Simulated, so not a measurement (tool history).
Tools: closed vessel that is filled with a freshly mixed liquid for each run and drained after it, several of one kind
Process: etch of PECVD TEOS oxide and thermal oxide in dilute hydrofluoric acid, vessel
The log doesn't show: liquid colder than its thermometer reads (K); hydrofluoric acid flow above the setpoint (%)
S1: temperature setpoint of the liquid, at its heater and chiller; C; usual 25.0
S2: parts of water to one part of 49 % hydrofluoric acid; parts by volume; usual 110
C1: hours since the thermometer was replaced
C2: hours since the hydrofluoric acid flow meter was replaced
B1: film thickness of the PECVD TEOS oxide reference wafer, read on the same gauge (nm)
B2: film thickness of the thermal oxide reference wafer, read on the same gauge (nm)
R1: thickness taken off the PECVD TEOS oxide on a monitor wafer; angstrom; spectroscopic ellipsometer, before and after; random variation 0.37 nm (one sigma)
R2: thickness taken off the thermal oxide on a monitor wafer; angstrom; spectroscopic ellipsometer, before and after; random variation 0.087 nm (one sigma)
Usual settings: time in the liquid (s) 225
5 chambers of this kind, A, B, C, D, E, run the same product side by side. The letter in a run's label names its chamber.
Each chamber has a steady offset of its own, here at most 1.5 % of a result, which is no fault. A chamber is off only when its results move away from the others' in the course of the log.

run 1E hour=5.0 | S1=25.0 S2=110 time_in_the_liquid_(s)=225 | C1=66.7 C2=427.1 | B1=29.981 B2=69.948 | R1=399.73 R2=98.932
run 2B hour=8.9 | S1=25.0 S2=110 time_in_the_liquid_(s)=225 | C1=348.9 C2=541.8 | B1=30.030 B2=69.975 | R1=400.28 R2=100.480
run 3A hour=12.8 | S1=25.0 S2=110 time_in_the_liquid_(s)=225 | C1=1633.9 C2=1770.9 | B1=30.058 B2=70.004 | R1=396.87 R2=101.510
run 4C hour=15.7 | S1=25.0 S2=110 time_in_the_liquid_(s)=225 | C1=746.1 C2=148.7 | B1=30.023 B2=70.013 | R1=395.14 R2=99.290
run 5D hour=20.2 | S1=25.0 S2=110 time_in_the_liquid_(s)=225 | C1=715.8 C2=1132.6 | B1=30.026 B2=69.967 | R1=404.05 R2=101.460
run 6C hour=23.1 | S1=25.0 S2=95 time_in_the_liquid_(s)=335 | C1=753.5 C2=156.1 | B1=30.007 B2=69.980 | R1=705.10 R2=175.970
-- hour=26.3 chamber D: hydrofluoric acid flow meter replaced
run 7E hour=28.7 | S1=25.0 S2=95 time_in_the_liquid_(s)=335 | C1=90.4 C2=450.8 | B1=29.980 B2=70.034 | R1=695.49 R2=176.760
run 8B hour=34.6 | S1=25.0 S2=95 time_in_the_liquid_(s)=335 | C1=374.6 C2=567.5 | B1=30.008 B2=69.970 | R1=697.76 R2=177.430
run 9A hour=39.6 | S1=25.0 S2=95 time_in_the_liquid_(s)=335 | C1=1660.7 C2=1797.7 | B1=29.988 B2=69.985 | R1=695.22 R2=176.960
run 10D hour=43.9 | S1=25.0 S2=95 time_in_the_liquid_(s)=335 | C1=739.5 C2=17.6 | B1=30.009 B2=70.027 | R1=709.21 R2=177.870
run 11E hour=48.2 | S1=25.0 S2=110 time_in_the_liquid_(s)=225 | C1=109.9 C2=470.3 | B1=30.002 B2=70.064 | R1=398.61 R2=101.020
run 12C hour=51.1 | S1=27.0 S2=85 time_in_the_liquid_(s)=225 | C1=781.5 C2=184.1 | B1=29.984 B2=69.991 | R1=588.51 R2=143.410
run 13D hour=55.1 | S1=27.0 S2=85 time_in_the_liquid_(s)=225 | C1=750.7 C2=28.8 | B1=30.009 B2=69.999 | R1=588.84 R2=146.000
run 14B hour=59.3 | S1=27.0 S2=85 time_in_the_liquid_(s)=225 | C1=399.3 C2=592.2 | B1=30.018 B2=70.019 | R1=569.51 R2=144.590
run 15A hour=64.9 | S1=27.0 S2=85 time_in_the_liquid_(s)=225 | C1=1686.0 C2=1823.0 | B1=30.026 B2=70.010 | R1=569.85 R2=146.080
run 16B hour=69.4 | S1=27.0 S2=85 time_in_the_liquid_(s)=225 | C1=409.4 C2=602.3 | B1=29.975 B2=70.022 | R1=576.71 R2=147.330
run 17A hour=74.6 | S1=25.0 S2=110 time_in_the_liquid_(s)=225 | C1=1695.7 C2=1832.7 | B1=30.012 B2=70.040 | R1=391.47 R2=101.450
run 18C hour=80.3 | S1=25.0 S2=110 time_in_the_liquid_(s)=225 | C1=810.7 C2=213.3 | B1=30.057 B2=70.013 | R1=409.18 R2=99.089
run 19E hour=83.4 | S1=25.0 S2=110 time_in_the_liquid_(s)=225 | C1=145.1 C2=505.5 | B1=29.991 B2=70.022 | R1=407.16 R2=101.970
run 20D hour=87.0 | S1=25.0 S2=110 time_in_the_liquid_(s)=225 | C1=782.6 C2=60.7 | B1=30.027 B2=70.002 | R1=400.78 R2=100.180
run 21B hour=89.6 | S1=25.0 S2=110 time_in_the_liquid_(s)=225 | C1=429.6 C2=622.5 | B1=29.992 B2=69.972 | R1=397.09 R2=100.150
run 22E hour=95.5 | S1=25.0 S2=110 time_in_the_liquid_(s)=305 | C1=157.2 C2=517.6 | B1=30.013 B2=70.048 | R1=539.03 R2=138.250
run 23C hour=99.3 | S1=25.0 S2=110 time_in_the_liquid_(s)=305 | C1=829.7 C2=232.3 | B1=30.012 B2=69.995 | R1=545.50 R2=134.080
run 24A hour=104.2 | S1=25.0 S2=110 time_in_the_liquid_(s)=305 | C1=1725.3 C2=1862.3 | B1=30.021 B2=69.974 | R1=543.75 R2=137.770
run 25D hour=109.6 | S1=25.0 S2=110 time_in_the_liquid_(s)=305 | C1=805.2 C2=83.3 | B1=29.987 B2=69.987 | R1=548.05 R2=136.690
run 26C hour=114.6 | S1=25.0 S2=110 time_in_the_liquid_(s)=305 | C1=845.0 C2=247.6 | B1=30.008 B2=69.964 | R1=550.69 R2=134.490
run 27B hour=120.4 | S1=25.0 S2=110 time_in_the_liquid_(s)=225 | C1=460.4 C2=653.3 | B1=29.979 B2=69.966 | R1=404.27 R2=99.760
run 28E hour=123.7 | S1=25.0 S2=110 time_in_the_liquid_(s)=225 | C1=185.4 C2=545.8 | B1=30.028 B2=69.960 | R1=392.02 R2=102.310
run 29A hour=129.6 | S1=26.5 S2=110 time_in_the_liquid_(s)=225 | C1=1750.7 C2=1887.7 | B1=30.016 B2=70.037 | R1=419.31 R2=105.930
run 30D hour=132.4 | S1=26.5 S2=110 time_in_the_liquid_(s)=225 | C1=828.0 C2=106.1 | B1=30.001 B2=70.000 | R1=420.12 R2=107.130
run 31D hour=136.5 | S1=26.5 S2=110 time_in_the_liquid_(s)=225 | C1=832.1 C2=110.2 | B1=30.002 B2=69.989 | R1=432.01 R2=107.370
run 32E hour=140.0 | S1=26.5 S2=110 time_in_the_liquid_(s)=225 | C1=201.7 C2=562.1 | B1=29.995 B2=70.023 | R1=423.77 R2=107.710
run 33C hour=144.5 | S1=26.5 S2=110 time_in_the_liquid_(s)=225 | C1=874.9 C2=277.5 | B1=30.033 B2=70.015 | R1=431.91 R2=106.100
run 34A hour=147.6 | S1=25.0 S2=110 time_in_the_liquid_(s)=225 | C1=1768.7 C2=1905.7 | B1=29.991 B2=69.973 | R1=395.55 R2=101.390
run 35B hour=151.0 | S1=25.0 S2=110 time_in_the_liquid_(s)=225 | C1=491.0 C2=683.9 | B1=30.012 B2=70.004 | R1=399.97 R2=101.120
run 36A hour=155.4 | S1=27.0 S2=110 time_in_the_liquid_(s)=225 | C1=1776.5 C2=1913.5 | B1=30.005 B2=69.985 | R1=433.01 R2=108.860
run 37E hour=158.6 | S1=27.0 S2=110 time_in_the_liquid_(s)=225 | C1=220.3 C2=580.7 | B1=29.978 B2=69.961 | R1=427.48 R2=108.820

Next, every chamber runs the same settings. What will each give?
run 38A hour=162.9 | S1=25.0 S2=110 time_in_the_liquid_(s)=160 | R1=? R2=?
run 38B hour=162.9 | S1=25.0 S2=110 time_in_the_liquid_(s)=160 | R1=? R2=?
run 38C hour=162.9 | S1=25.0 S2=110 time_in_the_liquid_(s)=160 | R1=? R2=?
run 38D hour=162.9 | S1=25.0 S2=110 time_in_the_liquid_(s)=160 | R1=? R2=?
run 38E hour=162.9 | S1=25.0 S2=110 time_in_the_liquid_(s)=160 | R1=? R2=?

run=38A R1=284.00 R2=72.334
run=38B R1=282.74 R2=72.505
run=38C R1=285.49 R2=71.103
run=38D R1=285.72 R2=70.891
run=38E R1=282.68 R2=73.323

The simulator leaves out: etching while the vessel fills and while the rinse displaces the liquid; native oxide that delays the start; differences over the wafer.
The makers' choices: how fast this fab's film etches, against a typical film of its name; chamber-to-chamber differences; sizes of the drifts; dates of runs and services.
